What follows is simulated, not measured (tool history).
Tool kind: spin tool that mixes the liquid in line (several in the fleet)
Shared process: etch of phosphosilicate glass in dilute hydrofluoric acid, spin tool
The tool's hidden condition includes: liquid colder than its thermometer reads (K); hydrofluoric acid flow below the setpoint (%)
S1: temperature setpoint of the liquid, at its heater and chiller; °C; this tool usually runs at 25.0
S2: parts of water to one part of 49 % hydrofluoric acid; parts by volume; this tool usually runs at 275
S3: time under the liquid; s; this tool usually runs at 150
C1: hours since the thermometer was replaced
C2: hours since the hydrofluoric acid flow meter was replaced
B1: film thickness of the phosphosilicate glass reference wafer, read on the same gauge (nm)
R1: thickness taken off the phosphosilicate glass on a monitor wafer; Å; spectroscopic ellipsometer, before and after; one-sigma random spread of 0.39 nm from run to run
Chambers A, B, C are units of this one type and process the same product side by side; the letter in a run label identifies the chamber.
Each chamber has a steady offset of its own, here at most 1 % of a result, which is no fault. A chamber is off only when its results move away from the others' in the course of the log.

run 1A day=0.200 | S1=25.0 S2=275 S3=150 | C1=161.4 C2=25.6 | B1=50.013 | R1=430.34
run 2C day=0.642 | S1=25.0 S2=275 S3=150 | C1=723.0 C2=457.4 | B1=49.991 | R1=424.79
run 3B day=0.983 | S1=25.0 S2=275 S3=150 | C1=394.8 C2=540.5 | B1=50.028 | R1=433.99
run 4B day=1.183 | S1=25.0 S2=275 S3=150 | C1=399.6 C2=545.3 | B1=50.041 | R1=433.86
run 5A day=1.429 | S1=25.0 S2=275 S3=150 | C1=190.9 C2=55.1 | B1=50.061 | R1=427.33
run 6C day=1.671 | S1=25.0 S2=275 S3=150 | C1=747.7 C2=482.1 | B1=50.020 | R1=427.85
run 7C day=2.033 | S1=25.0 S2=275 S3=150 | C1=756.4 C2=490.8 | B1=50.007 | R1=424.16
run 8B day=2.238 | S1=25.0 S2=275 S3=150 | C1=424.9 C2=570.6 | B1=49.996 | R1=437.60
run 9A day=2.462 | S1=25.0 S2=275 S3=150 | C1=215.7 C2=79.9 | B1=49.994 | R1=435.56
run 10A day=2.892 | S1=25.0 S2=275 S3=150 | C1=226.0 C2=90.2 | B1=50.006 | R1=427.35
run 11C day=3.292 | S1=25.0 S2=275 S3=150 | C1=786.6 C2=521.0 | B1=49.965 | R1=418.60
run 12B day=3.704 | S1=25.0 S2=275 S3=150 | C1=460.1 C2=605.8 | B1=49.972 | R1=432.32
run 13B day=3.938 | S1=25.0 S2=150 S3=80 | C1=465.7 C2=611.4 | B1=50.001 | R1=475.50
run 14C day=4.221 | S1=25.0 S2=150 S3=80 | C1=808.9 C2=543.3 | B1=49.990 | R1=481.27
run 15A day=4.608 | S1=25.0 S2=150 S3=80 | C1=267.2 C2=131.4 | B1=49.986 | R1=474.73
run 16A day=4.875 | S1=25.0 S2=275 S3=150 | C1=273.6 C2=137.8 | B1=50.001 | R1=433.69
run 17C day=5.288 | S1=22.5 S2=275 S3=150 | C1=834.5 C2=568.9 | B1=49.970 | R1=377.46
run 18B day=5.496 | S1=22.5 S2=275 S3=150 | C1=503.1 C2=648.8 | B1=49.999 | R1=403.82
run 19A day=5.696 | S1=22.5 S2=275 S3=150 | C1=293.3 C2=157.5 | B1=50.005 | R1=387.67
run 20C day=5.904 | S1=25.0 S2=275 S3=150 | C1=849.3 C2=583.7 | B1=49.959 | R1=410.83
run 21B day=6.317 | S1=25.0 S2=275 S3=150 | C1=522.8 C2=668.5 | B1=49.926 | R1=431.87
run 22B day=6.725 | S1=25.0 S2=275 S3=150 | C1=532.6 C2=678.3 | B1=49.990 | R1=435.86
run 23C day=6.950 | S1=25.0 S2=275 S3=150 | C1=874.4 C2=608.8 | B1=49.993 | R1=407.59
-- day=6.988 chamber C: hydrofluoric acid flow meter replaced
run 24A day=7.279 | S1=25.0 S2=275 S3=150 | C1=331.3 C2=195.5 | B1=49.973 | R1=430.24
-- day=7.650 chamber B: thermometer replaced
run 25C day=7.679 | S1=21.0 S2=275 S3=150 | C1=891.9 C2=16.6 | B1=50.016 | R1=349.93
run 26B day=7.871 | S1=21.0 S2=275 S3=150 | C1=5.3 C2=705.8 | B1=50.030 | R1=372.57
run 27A day=8.292 | S1=21.0 S2=275 S3=150 | C1=355.6 C2=219.8 | B1=50.047 | R1=369.18
run 28A day=8.508 | S1=25.0 S2=275 S3=150 | C1=360.8 C2=225.0 | B1=49.981 | R1=432.01
run 29B day=8.938 | S1=25.0 S2=275 S3=150 | C1=30.9 C2=731.4 | B1=49.983 | R1=432.33
run 30C day=9.217 | S1=25.0 S2=275 S3=150 | C1=928.8 C2=53.5 | B1=50.008 | R1=394.15
run 31C day=9.542 | S1=25.0 S2=275 S3=150 | C1=936.6 C2=61.3 | B1=49.988 | R1=398.01
run 32B day=9.908 | S1=25.0 S2=275 S3=150 | C1=54.2 C2=754.7 | B1=50.017 | R1=427.81
run 33A day=10.283 | S1=25.0 S2=275 S3=150 | C1=403.4 C2=267.6 | B1=50.026 | R1=430.39
run 34B day=10.579 | S1=25.0 S2=275 S3=150 | C1=70.3 C2=770.8 | B1=50.020 | R1=438.07
run 35A day=10.862 | S1=25.0 S2=275 S3=150 | C1=417.3 C2=281.5 | B1=50.027 | R1=428.96
run 36C day=11.188 | S1=25.0 S2=275 S3=150 | C1=976.1 C2=100.8 | B1=50.015 | R1=392.76
run 37C day=11.496 | S1=25.0 S2=275 S3=150 | C1=983.5 C2=108.2 | B1=50.023 | R1=388.59

What goes on in this fleet: one chamber off, a drifting gauge, or nothing beyond the chambers' own small offsets? Name the chamber and the cause, if any.

Chamber C drifts away from the others.
What lies behind it: liquid colder than its thermometer reads (K) = 2.56.

Below are 4 candidate recipes for chamber C's next run, each the usual settings with a change, their results shown as question marks. Which of them brings C's results back in line with what the other chambers give on the usual settings?
Maximum distance from the other chambers' mean on the usual settings for a result to count as in line: R1 14.00 Å
run 38C-1 day=11.808 | S1=25.0 S2=295 S3=150 | R1=?
run 38C-2 day=11.808 | S1=25.0 S2=285 S3=150 | R1=?
run 38C-3 day=11.808 | S1=25.0 S2=275 S3=165 | R1=?
run 38C-4 day=11.808 | S1=25.0 S2=265 S3=150 | R1=?

The other chambers' mean on the usual settings: R1 430.28 Å
run=38C-1 R1=353.77
run=38C-2 R1=369.91
run=38C-3 R1=426.05
run=38C-4 R1=406.13
Change 38C-3 lands the chamber within the allowed miss of the other chambers.
